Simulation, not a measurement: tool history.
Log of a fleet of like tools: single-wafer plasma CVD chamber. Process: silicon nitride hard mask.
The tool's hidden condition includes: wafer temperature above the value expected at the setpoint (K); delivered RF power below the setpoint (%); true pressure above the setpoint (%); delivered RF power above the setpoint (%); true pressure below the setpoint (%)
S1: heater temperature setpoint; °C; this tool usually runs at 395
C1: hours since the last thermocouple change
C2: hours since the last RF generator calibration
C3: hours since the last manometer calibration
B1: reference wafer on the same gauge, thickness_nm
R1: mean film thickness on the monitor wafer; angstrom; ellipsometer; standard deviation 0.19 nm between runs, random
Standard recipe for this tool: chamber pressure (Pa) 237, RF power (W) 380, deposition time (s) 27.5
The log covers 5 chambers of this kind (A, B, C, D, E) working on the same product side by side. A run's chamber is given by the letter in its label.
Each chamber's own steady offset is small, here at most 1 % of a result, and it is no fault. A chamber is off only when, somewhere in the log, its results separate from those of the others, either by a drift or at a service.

Run 1C, hour 6.6: usual settings; C1 1530.2; C2 1303.7; C3 425.9; B1 32.958. Result: R1 376.90 angstrom.
Run 2A, hour 16.6: usual settings; C1 1990.3; C2 1064.2; C3 1718.4; B1 32.863. Result: R1 380.54 angstrom.
Run 3B, hour 25.5: usual settings; C1 1458.0; C2 311.5; C3 921.7; B1 32.931. Result: R1 386.79 angstrom.
Run 4E, hour 35.0: usual settings; C1 1372.0; C2 653.8; C3 1752.8; B1 32.887. Result: R1 376.87 angstrom.
Run 5D, hour 44.3: usual settings; C1 537.1; C2 1887.5; C3 1727.0; B1 32.908. Result: R1 378.81 angstrom.
Run 6D, hour 50.9: usual settings; C1 543.7; C2 1894.1; C3 1733.6; B1 32.923. Result: R1 381.55 angstrom.
Run 7C, hour 61.3: usual settings; C1 1584.9; C2 1358.4; C3 480.6; B1 32.899. Result: R1 379.00 angstrom.
Run 8E, hour 67.8: usual settings; C1 1404.8; C2 686.6; C3 1785.6; B1 32.897. Result: R1 381.00 angstrom.
Run 9A, hour 78.4: usual settings; C1 2052.1; C2 1126.0; C3 1780.2; B1 32.908. Result: R1 381.90 angstrom.
At hour 82.9: chamber D: capacitance manometer re-zeroed and calibrated.
Run 10B, hour 85.8: usual settings but chamber pressure (Pa) 184, RF power (W) 410; C1 1518.3; C2 371.8; C3 982.0; B1 32.894. Result: R1 372.55 angstrom.
At hour 89.8: chamber A: RF generator calibrated.
Run 11A, hour 94.9: usual settings but chamber pressure (Pa) 184, RF power (W) 410; C1 2068.6; C2 5.2; C3 1796.7; B1 32.904. Result: R1 368.36 angstrom.
Run 12B, hour 100.8: usual settings but chamber pressure (Pa) 184, RF power (W) 410; C1 1533.3; C2 386.8; C3 997.0; B1 32.938. Result: R1 374.08 angstrom.
Run 13C, hour 106.2: usual settings but chamber pressure (Pa) 184, RF power (W) 410; C1 1629.8; C2 1403.3; C3 525.5; B1 32.893. Result: R1 370.27 angstrom.
Run 14D, hour 112.1: usual settings but chamber pressure (Pa) 184, RF power (W) 410; C1 604.9; C2 1955.3; C3 29.2; B1 32.908. Result: R1 368.86 angstrom.
Run 15E, hour 120.3: usual settings; C1 1457.3; C2 739.1; C3 1838.1; B1 32.917. Result: R1 379.08 angstrom.
Run 16C, hour 125.2: usual settings; C1 1648.8; C2 1422.3; C3 544.5; B1 32.906. Result: R1 378.76 angstrom.
Run 17A, hour 132.2: usual settings; C1 2105.9; C2 42.5; C3 1834.0; B1 32.930. Result: R1 381.46 angstrom.
Run 18D, hour 138.2: usual settings; C1 631.0; C2 1981.4; C3 55.3; B1 32.860. Result: R1 382.83 angstrom.
Run 19E, hour 146.1: usual settings; C1 1483.1; C2 764.9; C3 1863.9; B1 32.917. Result: R1 375.13 angstrom.
Run 20B, hour 156.2: usual settings; C1 1588.7; C2 442.2; C3 1052.4; B1 32.921. Result: R1 384.29 angstrom.
Run 21C, hour 166.8: usual settings; C1 1690.4; C2 1463.9; C3 586.1; B1 32.953. Result: R1 379.44 angstrom.
Run 22A, hour 174.0: usual settings; C1 2147.7; C2 84.3; C3 1875.8; B1 32.885. Result: R1 379.32 angstrom.
Run 23B, hour 183.2: usual settings; C1 1615.7; C2 469.2; C3 1079.4; B1 32.894. Result: R1 383.23 angstrom.
Run 24D, hour 189.6: usual settings; C1 682.4; C2 2032.8; C3 106.7; B1 32.959. Result: R1 380.46 angstrom.
Run 25E, hour 198.1: usual settings but RF power (W) 420; C1 1535.1; C2 816.9; C3 1915.9; B1 32.916. Result: R1 402.99 angstrom.
Run 26B, hour 203.8: usual settings but RF power (W) 420; C1 1636.3; C2 489.8; C3 1100.0; B1 32.902. Result: R1 409.36 angstrom.
At hour 211.0: chamber E: thermocouple changed; heater temperature recalibrated.
Run 27A, hour 212.1: usual settings but RF power (W) 420; C1 2185.8; C2 122.4; C3 1913.9; B1 32.921. Result: R1 399.75 angstrom.
Run 28D, hour 217.2: usual settings but RF power (W) 420; C1 710.0; C2 2060.4; C3 134.3; B1 32.927. Result: R1 407.53 angstrom.
Run 29E, hour 221.9: usual settings but RF power (W) 420; C1 11.0; C2 840.7; C3 1939.7; B1 32.924. Result: R1 404.88 angstrom.
Run 30C, hour 227.7: usual settings but chamber pressure (Pa) 192, deposition time (s) 30.1; C1 1751.3; C2 1524.8; C3 647.0; B1 32.853. Result: R1 388.75 angstrom.
At hour 228.8: chamber D: RF generator calibrated.
Run 31C, hour 233.3: usual settings but chamber pressure (Pa) 192, deposition time (s) 30.1; C1 1756.9; C2 1530.4; C3 652.6; B1 32.870. Result: R1 391.04 angstrom.
Run 32A, hour 243.1: usual settings but chamber pressure (Pa) 192, deposition time (s) 30.1; C1 2216.8; C2 153.4; C3 1944.9; B1 32.874. Result: R1 388.36 angstrom.
Run 33B, hour 248.9: usual settings but chamber pressure (Pa) 192, deposition time (s) 30.1; C1 1681.4; C2 534.9; C3 1145.1; B1 32.917. Result: R1 396.24 angstrom.
Run 34D, hour 256.8: usual settings but chamber pressure (Pa) 192, deposition time (s) 30.1; C1 749.6; C2 28.1; C3 173.9; B1 32.847. Result: R1 389.73 angstrom.
Run 35E, hour 264.2: usual settings; C1 53.3; C2 883.0; C3 1982.0; B1 32.905. Result: R1 379.36 angstrom.

Does one chamber stand apart from the rest, does the shared gauge drift, or is all well apart from small per-chamber offsets? Give the chamber and the most likely cause, where there is one.

Nothing is wrong: each chamber keeps only its own small, steady offset and the gauge holds still.
